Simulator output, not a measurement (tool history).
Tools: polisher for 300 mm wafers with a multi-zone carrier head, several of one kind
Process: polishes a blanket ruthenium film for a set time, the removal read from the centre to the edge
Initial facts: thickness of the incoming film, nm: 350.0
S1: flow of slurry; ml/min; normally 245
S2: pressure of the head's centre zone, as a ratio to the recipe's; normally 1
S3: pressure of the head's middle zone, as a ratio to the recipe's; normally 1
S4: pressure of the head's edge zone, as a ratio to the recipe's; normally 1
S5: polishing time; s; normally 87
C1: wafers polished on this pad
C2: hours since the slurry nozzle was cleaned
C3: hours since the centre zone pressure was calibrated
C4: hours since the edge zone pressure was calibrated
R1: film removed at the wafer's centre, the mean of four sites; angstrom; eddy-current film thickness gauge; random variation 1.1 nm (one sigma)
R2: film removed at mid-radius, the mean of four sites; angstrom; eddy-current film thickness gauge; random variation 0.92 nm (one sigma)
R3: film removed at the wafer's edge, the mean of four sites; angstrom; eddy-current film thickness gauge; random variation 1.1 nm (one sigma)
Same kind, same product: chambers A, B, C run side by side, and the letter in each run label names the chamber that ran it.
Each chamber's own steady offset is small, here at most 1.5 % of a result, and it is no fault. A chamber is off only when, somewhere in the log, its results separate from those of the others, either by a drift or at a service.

run   hour   S1    S2   S3    S4  S5    C1     C2     C3     C4      R1      R2      R3
 1C   13.8  245     1    1     1  87   862  273.2  231.1  404.4  1065.6  1054.5  1053.5
      17.5  -- chamber C: worn pad replaced by a new one
 2A   21.2  245     1    1     1  87   289  715.3  210.4  630.9  1047.5  1046.3  1033.2
 3B   30.4  245     1    1     1  87  1181  490.2    334     38  1052.1  1041.6  1043.4
      41.3  -- chamber A: slurry nozzle cleaned
        44  -- chamber B: worn pad replaced by a new one
 4B   44.6  245     1    1     1  87     4  504.4  348.2   52.2  1057.1  1049.4  1076.7
 5C   53.8  245     1    1     1  87   262  313.2  271.1  444.4  1047.5  1074.1  1064.3
 6A   68.3  245     1  0.9     1  87   629     27  257.5    678  1071.6  962.37  1079.8
 7A   79.1  245     1  0.9     1  87   707   37.8  268.3  688.8  1046.6  969.74  1058.2
      85.5  -- chamber B: centre zone pressure recalibrated
 8C   93.8  245     1  0.9     1  87   550  353.2  311.1  484.4  1076.6  970.25  1056.7
 9B  102.8  245     1    1     1  87   423  562.6   17.3  110.4  1058.2  1046.3  1051.2
10B  117.6  245     1    1     1  87   530  577.4   32.1  125.2  1050.2    1034  1057.5
     129.3  -- chamber A: edge zone pressure recalibrated
11C  130.1  245     1    1     1  87   811  389.5  347.4  520.7  1075.9  1058.1  1047.3
     137.1  -- chamber A: worn pad replaced by a new one
     138.7  -- chamber C: edge zone pressure recalibrated
     140.2  -- chamber C: worn pad replaced by a new one
12A  141.1  245     1    1     1  87    29   99.8  330.3   11.9  1052.9  1063.5    1049
13B  148.2  245     1    1     1  87   750    608   62.7  155.8  1037.3  1021.2    1036
14A  155.5  245     1    1     1  87   132  114.2  344.7   26.3  1046.8  1075.1  1054.1
15C  166.1  245     1    1     1  87   186  425.5  383.4   27.5  1080.3  1054.8  1042.7
     169.1  -- chamber B: slurry nozzle cleaned
16B  174.3  245     1    1     1  87   938    5.3   88.8  181.9  1045.4  1050.5  1049.4
17C  185.6  245     1    1     1  87   327    445  402.9     47  1083.8  1055.7  1042.1
18A  196.4  245     1    1     1  87   427  155.1  385.6   67.2  1042.8  1055.3  1051.1
19C  206.7  245     1    1     1  87   479  466.1    424   68.1  1117.4  1065.3  1050.8
20A  221.6  245     1    1     1  87   609  180.3  410.8   92.4  1046.3  1059.7  1053.4
     227.2  -- chamber B: worn pad replaced by a new one
21B  233.2  245     1    1     1  87    43   64.2  147.7  240.8  1048.7  1041.9  1053.4
22B  244.7  245     1  1.1  0.94  87   126   75.7  159.2  252.3  1033.7  1125.2  1016.7
23C  257.9  245     1  1.1  0.94  87   848  517.3  475.2  119.3  1121.9  1168.8  1024.3
24A  266.2  245     1  1.1  0.94  87   930  224.9  455.4    137  1050.4  1156.2  1022.1
     272.3  -- chamber C: worn pad replaced by a new one
25C  280.5  205  1.07    1     1  87    59  539.9  497.8  141.9  1157.7  1028.7  1031.6
26B  295.2  205  1.07    1     1  87   490  126.2  209.7  302.8  1074.2  1013.6  1043.6
27A  307.7  205  1.07    1     1  87  1229  266.4  496.9  178.5  1107.2  1047.3  1045.2
28A  320.8  165  0.96    1     1  87  1323  279.5    510  191.6  960.05  1006.6  995.75
     322.2  -- chamber A: worn pad replaced by a new one
29B  330.5  165  0.96    1     1  87   744  161.5    245  338.1  937.52  956.04  1007.4
30C  340.6  165  0.96    1     1  87   492    600  557.9    202  1027.7  999.33  1001.5
31C  352.4  245     1    1     1  87   577  611.8  569.7  213.8    1162  1078.8  1051.5
32A  360.9  245     1    1     1  87   278  319.6  550.1  231.7  1046.6  1048.9  1038.1
33B  370.4  245     1    1     1  87  1032  201.4  284.9    378  1030.9  1049.6    1060
34B  384.5  180     1    1  1.08  87  1133  215.5    299  392.1  1000.1   991.2  1060.2

Which is it: a chamber that has drifted or been left off by a service, a gauge drift common to all chambers, or only each chamber's usual small offset? If a chamber is off, name it and its likeliest cause.

Little by little, chamber C moves away from the other chambers.
Likeliest cause: centre zone's pressure above its setpoint, % = 9.07.

Below are 4 candidate recipes for chamber C's next run, each the usual settings with a change, their results shown as question marks. Which of them brings C's results back in line with what the other chambers give on the usual settings?
Allowed miss from the other chambers' usual-settings mean, per result, to count as in line: R1 37 angstrom; R2 32 angstrom; R3 37 angstrom
35C-1  395.2  250  1.09   1  0.96  88                   ?   ?   ?
35C-2  395.2  240  0.91   1  1.04  86                   ?   ?   ?
35C-3  395.2  245  1.03   1  0.99  87                   ?   ?   ?
35C-4  395.2  245  0.97   1  1.01  87                   ?   ?   ?

Average result of the remaining chambers running the usual settings: R1 1045.4 angstrom; R2 1050.6 angstrom; R3 1051.5 angstrom
  run      R1      R2      R3
35C-1  1289.7    1088  1045.1
35C-2  1033.2  1059.1  1061.1
35C-3  1197.1  1073.4  1047.9
35C-4  1122.6  1073.7  1058.9
35C-2 is the one that brings the chamber's results back in line with the other chambers.
